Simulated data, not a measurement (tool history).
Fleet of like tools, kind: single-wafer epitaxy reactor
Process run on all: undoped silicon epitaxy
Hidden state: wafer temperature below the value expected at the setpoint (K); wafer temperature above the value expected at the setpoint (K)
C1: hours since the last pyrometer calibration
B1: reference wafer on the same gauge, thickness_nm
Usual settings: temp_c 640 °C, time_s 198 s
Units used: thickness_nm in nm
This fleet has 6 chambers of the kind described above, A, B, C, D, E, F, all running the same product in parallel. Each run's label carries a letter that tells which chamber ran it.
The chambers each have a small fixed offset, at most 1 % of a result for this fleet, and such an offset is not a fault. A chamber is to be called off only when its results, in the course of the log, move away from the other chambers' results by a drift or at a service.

{"run": "1B", "day": 0.246, "temp_c": 640, "time_s": 198, "C1": 1448.7, "B1": 22.196, "thickness_nm": 26.701}
{"run": "2D", "day": 0.658, "temp_c": 640, "time_s": 198, "C1": 873.6, "B1": 22.191, "thickness_nm": 26.875}
{"run": "3E", "day": 1.046, "temp_c": 640, "time_s": 198, "C1": 772.7, "B1": 22.199, "thickness_nm": 26.492}
{"run": "4C", "day": 1.462, "temp_c": 640, "time_s": 198, "C1": 1907.7, "B1": 22.206, "thickness_nm": 26.818}
{"day": 1.633, "done": "chamber B: pyrometer calibrated"}
{"run": "5A", "day": 1.708, "temp_c": 640, "time_s": 198, "C1": 163.7, "B1": 22.199, "thickness_nm": 26.724}
{"run": "6F", "day": 1.992, "temp_c": 632, "time_s": 217, "C1": 1055.8, "B1": 22.213, "thickness_nm": 24.384}
{"run": "7F", "day": 2.254, "temp_c": 632, "time_s": 217, "C1": 1062.1, "B1": 22.208, "thickness_nm": 24.334}
{"run": "8E", "day": 2.6, "temp_c": 632, "time_s": 217, "C1": 810.0, "B1": 22.187, "thickness_nm": 24.258}
{"run": "9A", "day": 2.875, "temp_c": 632, "time_s": 217, "C1": 191.7, "B1": 22.211, "thickness_nm": 24.567}
{"run": "10D", "day": 3.304, "temp_c": 632, "time_s": 217, "C1": 937.1, "B1": 22.187, "thickness_nm": 24.735}
{"run": "11B", "day": 3.683, "temp_c": 632, "time_s": 217, "C1": 49.3, "B1": 22.199, "thickness_nm": 24.503}
{"run": "12C", "day": 4.042, "temp_c": 640, "time_s": 198, "C1": 1969.6, "B1": 22.217, "thickness_nm": 26.864}
{"run": "13E", "day": 4.417, "temp_c": 651, "time_s": 198, "C1": 853.6, "B1": 22.207, "thickness_nm": 33.791}
{"run": "14D", "day": 4.804, "temp_c": 651, "time_s": 198, "C1": 973.1, "B1": 22.207, "thickness_nm": 34.332}
{"run": "15C", "day": 5.346, "temp_c": 651, "time_s": 198, "C1": 2000.9, "B1": 22.195, "thickness_nm": 34.15}
{"run": "16A", "day": 5.825, "temp_c": 651, "time_s": 198, "C1": 262.5, "B1": 22.206, "thickness_nm": 34.013}
{"run": "17F", "day": 6.233, "temp_c": 651, "time_s": 198, "C1": 1157.6, "B1": 22.205, "thickness_nm": 33.951}
{"run": "18B", "day": 6.475, "temp_c": 651, "time_s": 198, "C1": 116.3, "B1": 22.191, "thickness_nm": 34.005}
{"run": "19E", "day": 6.938, "temp_c": 640, "time_s": 198, "C1": 914.1, "B1": 22.207, "thickness_nm": 26.566}
{"run": "20C", "day": 7.312, "temp_c": 640, "time_s": 198, "C1": 2048.1, "B1": 22.196, "thickness_nm": 26.819}
{"run": "21F", "day": 7.617, "temp_c": 640, "time_s": 198, "C1": 1190.8, "B1": 22.204, "thickness_nm": 26.744}
{"run": "22A", "day": 7.867, "temp_c": 654, "time_s": 234, "C1": 311.5, "B1": 22.192, "thickness_nm": 42.772}
{"run": "23D", "day": 8.112, "temp_c": 654, "time_s": 234, "C1": 1052.5, "B1": 22.214, "thickness_nm": 43.515}
{"run": "24B", "day": 8.388, "temp_c": 654, "time_s": 234, "C1": 162.2, "B1": 22.201, "thickness_nm": 42.849}
{"run": "25D", "day": 8.704, "temp_c": 654, "time_s": 234, "C1": 1066.7, "B1": 22.205, "thickness_nm": 43.281}
{"run": "26B", "day": 9.217, "temp_c": 654, "time_s": 234, "C1": 182.1, "B1": 22.178, "thickness_nm": 42.88}
{"run": "27E", "day": 9.579, "temp_c": 654, "time_s": 234, "C1": 977.5, "B1": 22.205, "thickness_nm": 42.774}
{"run": "28F", "day": 10.054, "temp_c": 640, "time_s": 198, "C1": 1249.3, "B1": 22.21, "thickness_nm": 26.741}
{"run": "29C", "day": 10.371, "temp_c": 629, "time_s": 222, "C1": 2121.5, "B1": 22.201, "thickness_nm": 23.464}
{"run": "30A", "day": 10.762, "temp_c": 629, "time_s": 222, "C1": 381.0, "B1": 22.198, "thickness_nm": 23.517}
{"run": "31D", "day": 11.158, "temp_c": 629, "time_s": 222, "C1": 1125.6, "B1": 22.208, "thickness_nm": 23.543}
{"run": "32A", "day": 11.396, "temp_c": 629, "time_s": 222, "C1": 396.2, "B1": 22.197, "thickness_nm": 23.527}
{"run": "33C", "day": 11.821, "temp_c": 629, "time_s": 222, "C1": 2156.3, "B1": 22.197, "thickness_nm": 23.434}
{"run": "34F", "day": 12.154, "temp_c": 629, "time_s": 222, "C1": 1299.7, "B1": 22.195, "thickness_nm": 23.305}
{"run": "35E", "day": 12.583, "temp_c": 626, "time_s": 198, "C1": 1049.6, "B1": 22.214, "thickness_nm": 19.209}
{"run": "36B", "day": 13.025, "temp_c": 626, "time_s": 198, "C1": 273.5, "B1": 22.2, "thickness_nm": 19.621}
{"run": "37D", "day": 13.571, "temp_c": 626, "time_s": 198, "C1": 1183.5, "B1": 22.215, "thickness_nm": 19.646}
{"run": "38F", "day": 14.062, "temp_c": 626, "time_s": 198, "C1": 1345.5, "B1": 22.202, "thickness_nm": 19.421}

All chambers now run identical settings, listed one chamber a line with results as question marks. What results will each chamber show?
{"run": "39A", "day": 14.454, "temp_c": 640, "time_s": 198, "thickness_nm": "?"}
{"run": "39B", "day": 14.454, "temp_c": 640, "time_s": 198, "thickness_nm": "?"}
{"run": "39C", "day": 14.454, "temp_c": 640, "time_s": 198, "thickness_nm": "?"}
{"run": "39D", "day": 14.454, "temp_c": 640, "time_s": 198, "thickness_nm": "?"}
{"run": "39E", "day": 14.454, "temp_c": 640, "time_s": 198, "thickness_nm": "?"}
{"run": "39F", "day": 14.454, "temp_c": 640, "time_s": 198, "thickness_nm": "?"}

run=39A thickness_nm=26.665
run=39B thickness_nm=26.819
run=39C thickness_nm=26.867
run=39D thickness_nm=26.935
run=39E thickness_nm=26.585
run=39F thickness_nm=26.719

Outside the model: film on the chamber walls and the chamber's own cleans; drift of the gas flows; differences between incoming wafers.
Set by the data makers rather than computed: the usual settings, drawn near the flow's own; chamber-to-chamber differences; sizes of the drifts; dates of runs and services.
